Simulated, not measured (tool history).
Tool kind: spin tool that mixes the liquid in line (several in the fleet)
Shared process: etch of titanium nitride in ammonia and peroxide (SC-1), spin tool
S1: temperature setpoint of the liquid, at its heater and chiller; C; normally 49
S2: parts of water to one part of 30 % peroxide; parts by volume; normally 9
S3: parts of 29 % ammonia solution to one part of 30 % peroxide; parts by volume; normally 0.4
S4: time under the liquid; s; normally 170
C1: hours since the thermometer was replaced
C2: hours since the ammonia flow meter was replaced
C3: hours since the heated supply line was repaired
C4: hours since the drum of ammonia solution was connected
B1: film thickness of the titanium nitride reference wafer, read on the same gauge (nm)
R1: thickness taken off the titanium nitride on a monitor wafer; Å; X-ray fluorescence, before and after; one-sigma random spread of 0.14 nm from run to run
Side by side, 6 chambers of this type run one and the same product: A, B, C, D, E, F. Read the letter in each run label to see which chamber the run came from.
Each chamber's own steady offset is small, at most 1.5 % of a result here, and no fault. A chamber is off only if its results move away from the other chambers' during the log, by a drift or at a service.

Run 1C, hour 4.1: usual settings; C1 312.2; C2 1652.4; C3 2860.9; C4 707.5; B1 129.99. Result: R1 175.910 Å.
At hour 9.1: chamber A: new drum of ammonia solution connected.
Run 2D, hour 11.3: usual settings; C1 520.3; C2 964.6; C3 381.9; C4 302.6; B1 130.00. Result: R1 180.130 Å.
Run 3E, hour 18.3: usual settings; C1 1316.7; C2 1487.3; C3 425.8; C4 174.6; B1 129.99. Result: R1 178.350 Å.
At hour 23.9: chamber D: ammonia flow meter replaced.
Run 4B, hour 26.4: usual settings; C1 564.8; C2 695.7; C3 494.3; C4 65.4; B1 130.02. Result: R1 174.880 Å.
Run 5F, hour 32.2: usual settings; C1 54.5; C2 2072.0; C3 904.0; C4 63.5; B1 129.99. Result: R1 176.090 Å.
At hour 35.9: chamber C: new drum of ammonia solution connected.
Run 6A, hour 39.0: usual settings but S4 110 s; C1 339.9; C2 117.2; C3 1855.0; C4 29.9; B1 130.03. Result: R1 114.700 Å.
Run 7E, hour 44.3: usual settings but S4 110 s; C1 1342.7; C2 1513.3; C3 451.8; C4 200.6; B1 130.00. Result: R1 115.780 Å.
Run 8A, hour 49.9: usual settings but S4 110 s; C1 350.8; C2 128.1; C3 1865.9; C4 40.8; B1 130.00. Result: R1 113.520 Å.
Run 9C, hour 56.3: usual settings but S4 110 s; C1 364.4; C2 1704.6; C3 2913.1; C4 20.5; B1 130.00. Result: R1 113.170 Å.
At hour 62.5: chamber F: ammonia flow meter replaced.
Run 10F, hour 64.4: usual settings but S4 110 s; C1 86.7; C2 2.0; C3 936.2; C4 95.7; B1 130.00. Result: R1 114.850 Å.
Run 11B, hour 71.8: usual settings but S4 110 s; C1 610.2; C2 741.1; C3 539.7; C4 110.8; B1 129.99. Result: R1 115.890 Å.
Run 12D, hour 76.4: usual settings; C1 585.4; C2 52.6; C3 447.0; C4 367.7; B1 129.99. Result: R1 178.110 Å.
Run 13B, hour 85.7: usual settings; C1 624.1; C2 755.0; C3 553.6; C4 124.7; B1 130.01. Result: R1 178.390 Å.
Run 14A, hour 91.4: usual settings; C1 392.3; C2 169.6; C3 1907.4; C4 82.3; B1 130.03. Result: R1 179.110 Å.
At hour 96.0: chamber D: new drum of ammonia solution connected.
Run 15F, hour 99.4: usual settings; C1 121.7; C2 37.0; C3 971.2; C4 130.7; B1 129.96. Result: R1 178.350 Å.
Run 16C, hour 108.5: usual settings; C1 416.6; C2 1756.8; C3 2965.3; C4 72.7; B1 130.02. Result: R1 176.230 Å.
Run 17E, hour 112.7: usual settings; C1 1411.1; C2 1581.7; C3 520.2; C4 269.0; B1 129.99. Result: R1 178.090 Å.
Run 18D, hour 120.8: usual settings; C1 629.8; C2 97.0; C3 491.4; C4 24.8; B1 130.01. Result: R1 181.110 Å.
Run 19B, hour 127.5: usual settings; C1 665.9; C2 796.8; C3 595.4; C4 166.5; B1 130.06. Result: R1 185.910 Å.
Run 20A, hour 134.5: usual settings; C1 435.4; C2 212.7; C3 1950.5; C4 125.4; B1 130.00. Result: R1 177.280 Å.
Run 21E, hour 141.0: usual settings; C1 1439.4; C2 1610.0; C3 548.5; C4 297.3; B1 129.99. Result: R1 177.530 Å.
Run 22D, hour 146.8: usual settings; C1 655.8; C2 123.0; C3 517.4; C4 50.8; B1 129.98. Result: R1 175.420 Å.
Run 23C, hour 152.5: usual settings; C1 460.6; C2 1800.8; C3 3009.3; C4 116.7; B1 130.00. Result: R1 174.370 Å.
Run 24F, hour 158.1: usual settings; C1 180.4; C2 95.7; C3 1029.9; C4 189.4; B1 130.00. Result: R1 176.560 Å.
Run 25B, hour 165.4: usual settings; C1 703.8; C2 834.7; C3 633.3; C4 204.4; B1 130.00. Result: R1 190.750 Å.
Run 26C, hour 174.4: usual settings but S4 95 s; C1 482.5; C2 1822.7; C3 3031.2; C4 138.6; B1 130.03. Result: R1 99.272 Å.
Run 27D, hour 179.5: usual settings but S4 95 s; C1 688.5; C2 155.7; C3 550.1; C4 83.5; B1 130.03. Result: R1 100.250 Å.
Run 28A, hour 186.6: usual settings but S4 95 s; C1 487.5; C2 264.8; C3 2002.6; C4 177.5; B1 130.02. Result: R1 100.010 Å.
At hour 193.7: chamber E: ammonia flow meter replaced.
Run 29F, hour 194.2: usual settings but S4 95 s; C1 216.5; C2 131.8; C3 1066.0; C4 225.5; B1 129.98. Result: R1 99.195 Å.
Run 30E, hour 199.9: usual settings but S4 95 s; C1 1498.3; C2 6.2; C3 607.4; C4 356.2; B1 130.00. Result: R1 101.400 Å.
Run 31F, hour 207.6: usual settings but S4 95 s; C1 229.9; C2 145.2; C3 1079.4; C4 238.9; B1 130.02. Result: R1 99.167 Å.
Run 32E, hour 215.4: usual settings; C1 1513.8; C2 21.7; C3 622.9; C4 371.7; B1 129.95. Result: R1 178.620 Å.
At hour 220.5: chamber A: thermometer replaced.
Run 33D, hour 221.5: usual settings; C1 730.5; C2 197.7; C3 592.1; C4 125.5; B1 129.99. Result: R1 179.890 Å.
Run 34A, hour 227.9: usual settings; C1 7.4; C2 306.1; C3 2043.9; C4 218.8; B1 130.01. Result: R1 176.740 Å.
Run 35C, hour 232.2: usual settings; C1 540.3; C2 1880.5; C3 3089.0; C4 196.4; B1 129.98. Result: R1 179.980 Å.
Run 36B, hour 241.0: usual settings; C1 779.4; C2 910.3; C3 708.9; C4 280.0; B1 130.03. Result: R1 200.020 Å.

For the next run the whole fleet of 6 chambers uses the same settings. Give each chamber's results:
Run 37A, hour 247.6: usual settings but S1 41 C. Result: R1 ?.
Run 37B, hour 247.6: usual settings but S1 41 C. Result: R1 ?.
Run 37C, hour 247.6: usual settings but S1 41 C. Result: R1 ?.
Run 37D, hour 247.6: usual settings but S1 41 C. Result: R1 ?.
Run 37E, hour 247.6: usual settings but S1 41 C. Result: R1 ?.
Run 37F, hour 247.6: usual settings but S1 41 C. Result: R1 ?.

run       R1
37A  101.030
37B  111.550
37C  100.490
37D   99.616
37E  103.770
37F  100.310
